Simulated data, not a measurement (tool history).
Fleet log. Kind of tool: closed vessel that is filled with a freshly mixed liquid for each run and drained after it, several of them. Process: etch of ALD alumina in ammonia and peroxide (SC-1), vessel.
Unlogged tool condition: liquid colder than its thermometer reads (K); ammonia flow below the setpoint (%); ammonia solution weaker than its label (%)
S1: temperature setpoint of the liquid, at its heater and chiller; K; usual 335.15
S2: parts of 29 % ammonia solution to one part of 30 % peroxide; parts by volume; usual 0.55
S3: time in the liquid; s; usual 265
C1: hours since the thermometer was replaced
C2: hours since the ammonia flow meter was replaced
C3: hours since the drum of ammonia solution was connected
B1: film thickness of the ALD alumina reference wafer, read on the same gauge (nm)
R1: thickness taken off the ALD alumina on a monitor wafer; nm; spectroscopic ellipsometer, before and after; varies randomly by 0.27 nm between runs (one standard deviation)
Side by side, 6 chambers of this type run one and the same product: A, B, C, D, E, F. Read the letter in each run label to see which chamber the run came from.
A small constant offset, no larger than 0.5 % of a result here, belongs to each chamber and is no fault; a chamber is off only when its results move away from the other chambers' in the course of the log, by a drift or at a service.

run 1C hour=9.1 | S1=335.15 S2=0.55 S3=265 | C1=435.6 C2=980.7 C3=718.5 | B1=59.998 | R1=27.981
-- hour=15.5 chamber D: ammonia flow meter replaced
run 2A hour=17.7 | S1=335.15 S2=0.55 S3=265 | C1=884.0 C2=68.6 C3=241.4 | B1=59.981 | R1=28.084
-- hour=18.3 chamber D: new drum of ammonia solution connected
-- hour=22.9 chamber F: ammonia flow meter replaced
run 3F hour=24.8 | S1=335.15 S2=0.55 S3=265 | C1=640.8 C2=2.0 C3=874.3 | B1=59.958 | R1=28.261
run 4D hour=31.2 | S1=335.15 S2=0.55 S3=265 | C1=200.2 C2=15.8 C3=13.0 | B1=60.017 | R1=28.614
run 5B hour=37.4 | S1=335.15 S2=0.55 S3=265 | C1=680.6 C2=529.5 C3=80.5 | B1=60.012 | R1=28.516
-- hour=38.5 chamber C: new drum of ammonia solution connected
run 6E hour=44.9 | S1=335.15 S2=0.55 S3=265 | C1=1750.9 C2=98.2 C3=410.4 | B1=60.016 | R1=28.249
run 7C hour=51.1 | S1=335.15 S2=0.55 S3=265 | C1=477.6 C2=1022.7 C3=12.6 | B1=59.950 | R1=27.898
run 8B hour=56.4 | S1=339.65 S2=0.55 S3=265 | C1=699.6 C2=548.5 C3=99.5 | B1=59.946 | R1=35.196
run 9D hour=61.3 | S1=339.65 S2=0.55 S3=265 | C1=230.3 C2=45.9 C3=43.1 | B1=59.951 | R1=35.419
run 10E hour=70.7 | S1=339.65 S2=0.55 S3=265 | C1=1776.7 C2=124.0 C3=436.2 | B1=59.969 | R1=34.946
run 11A hour=79.3 | S1=339.65 S2=0.55 S3=265 | C1=945.6 C2=130.2 C3=303.0 | B1=60.023 | R1=35.136
run 12F hour=87.5 | S1=339.65 S2=0.55 S3=265 | C1=703.5 C2=64.7 C3=937.0 | B1=60.022 | R1=35.604
run 13E hour=93.1 | S1=339.65 S2=0.55 S3=265 | C1=1799.1 C2=146.4 C3=458.6 | B1=60.015 | R1=35.200
run 14B hour=99.5 | S1=335.15 S2=0.55 S3=265 | C1=742.7 C2=591.6 C3=142.6 | B1=60.003 | R1=27.987
-- hour=108.0 chamber A: thermometer replaced
run 15C hour=108.2 | S1=335.15 S2=0.80 S3=265 | C1=534.7 C2=1079.8 C3=69.7 | B1=59.994 | R1=29.190
run 16F hour=113.3 | S1=335.15 S2=0.80 S3=265 | C1=729.3 C2=90.5 C3=962.8 | B1=60.040 | R1=28.882
-- hour=114.3 chamber F: new drum of ammonia solution connected
run 17D hour=118.7 | S1=335.15 S2=0.80 S3=265 | C1=287.7 C2=103.3 C3=100.5 | B1=59.981 | R1=29.151
run 18A hour=124.4 | S1=335.15 S2=0.80 S3=265 | C1=16.4 C2=175.3 C3=348.1 | B1=60.009 | R1=29.248
run 19C hour=128.5 | S1=335.15 S2=0.80 S3=265 | C1=555.0 C2=1100.1 C3=90.0 | B1=59.987 | R1=29.404
run 20B hour=136.3 | S1=335.15 S2=0.80 S3=265 | C1=779.5 C2=628.4 C3=179.4 | B1=59.991 | R1=29.939
run 21E hour=144.8 | S1=335.15 S2=0.55 S3=265 | C1=1850.8 C2=198.1 C3=510.3 | B1=60.007 | R1=27.836
run 22D hour=152.1 | S1=335.15 S2=0.55 S3=265 | C1=321.1 C2=136.7 C3=133.9 | B1=60.004 | R1=27.693
run 23A hour=158.4 | S1=335.15 S2=0.55 S3=265 | C1=50.4 C2=209.3 C3=382.1 | B1=60.012 | R1=28.592
run 24F hour=164.6 | S1=342.15 S2=0.55 S3=265 | C1=780.6 C2=141.8 C3=50.3 | B1=59.979 | R1=39.855
run 25C hour=171.6 | S1=342.15 S2=0.55 S3=265 | C1=598.1 C2=1143.2 C3=133.1 | B1=59.973 | R1=40.799
run 26B hour=179.3 | S1=342.15 S2=0.55 S3=265 | C1=822.5 C2=671.4 C3=222.4 | B1=60.011 | R1=39.773
run 27D hour=186.3 | S1=342.15 S2=0.55 S3=265 | C1=355.3 C2=170.9 C3=168.1 | B1=60.007 | R1=38.330
run 28A hour=195.2 | S1=342.15 S2=0.55 S3=265 | C1=87.2 C2=246.1 C3=418.9 | B1=60.001 | R1=39.940
run 29F hour=201.9 | S1=342.15 S2=0.55 S3=265 | C1=817.9 C2=179.1 C3=87.6 | B1=60.019 | R1=39.926
run 30E hour=211.4 | S1=335.15 S2=0.55 S3=265 | C1=1917.4 C2=264.7 C3=576.9 | B1=60.013 | R1=28.304
run 31F hour=217.0 | S1=335.15 S2=0.55 S3=265 | C1=833.0 C2=194.2 C3=102.7 | B1=59.983 | R1=28.413
run 32E hour=222.7 | S1=335.15 S2=0.55 S3=265 | C1=1928.7 C2=276.0 C3=588.2 | B1=60.030 | R1=28.507
run 33A hour=227.0 | S1=341.65 S2=0.55 S3=265 | C1=119.0 C2=277.9 C3=450.7 | B1=60.035 | R1=39.023
run 34D hour=233.0 | S1=341.65 S2=0.55 S3=265 | C1=402.0 C2=217.6 C3=214.8 | B1=59.980 | R1=37.252
run 35B hour=238.0 | S1=341.65 S2=0.55 S3=265 | C1=881.2 C2=730.1 C3=281.1 | B1=59.999 | R1=38.940
run 36C hour=242.6 | S1=341.65 S2=0.55 S3=265 | C1=669.1 C2=1214.2 C3=204.1 | B1=60.000 | R1=39.171
run 37B hour=252.0 | S1=341.65 S2=0.55 S3=265 | C1=895.2 C2=744.1 C3=295.1 | B1=60.066 | R1=39.171
run 38A hour=258.5 | S1=341.65 S2=0.55 S3=265 | C1=150.5 C2=309.4 C3=482.2 | B1=59.942 | R1=39.069
run 39C hour=265.0 | S1=335.15 S2=0.55 S3=265 | C1=691.5 C2=1236.6 C3=226.5 | B1=59.997 | R1=28.202
run 40D hour=271.1 | S1=335.15 S2=0.55 S3=265 | C1=440.1 C2=255.7 C3=252.9 | B1=60.010 | R1=26.677
run 41F hour=277.1 | S1=335.15 S2=0.55 S3=265 | C1=893.1 C2=254.3 C3=162.8 | B1=60.027 | R1=27.943
run 42E hour=283.3 | S1=328.65 S2=0.65 S3=265 | C1=1989.3 C2=336.6 C3=648.8 | B1=59.984 | R1=20.403
run 43C hour=290.5 | S1=328.65 S2=0.65 S3=265 | C1=717.0 C2=1262.1 C3=252.0 | B1=60.003 | R1=20.377

All chambers now run identical settings, listed one chamber a line with results as question marks. What results will each chamber show?
run 44A hour=297.3 | S1=335.15 S2=0.65 S3=265 | R1=?
run 44B hour=297.3 | S1=335.15 S2=0.65 S3=265 | R1=?
run 44C hour=297.3 | S1=335.15 S2=0.65 S3=265 | R1=?
run 44D hour=297.3 | S1=335.15 S2=0.65 S3=265 | R1=?
run 44E hour=297.3 | S1=335.15 S2=0.65 S3=265 | R1=?
run 44F hour=297.3 | S1=335.15 S2=0.65 S3=265 | R1=?

run=44A R1=29.336
run=44B R1=28.569
run=44C R1=28.514
run=44D R1=26.223
run=44E R1=28.860
run=44F R1=28.344
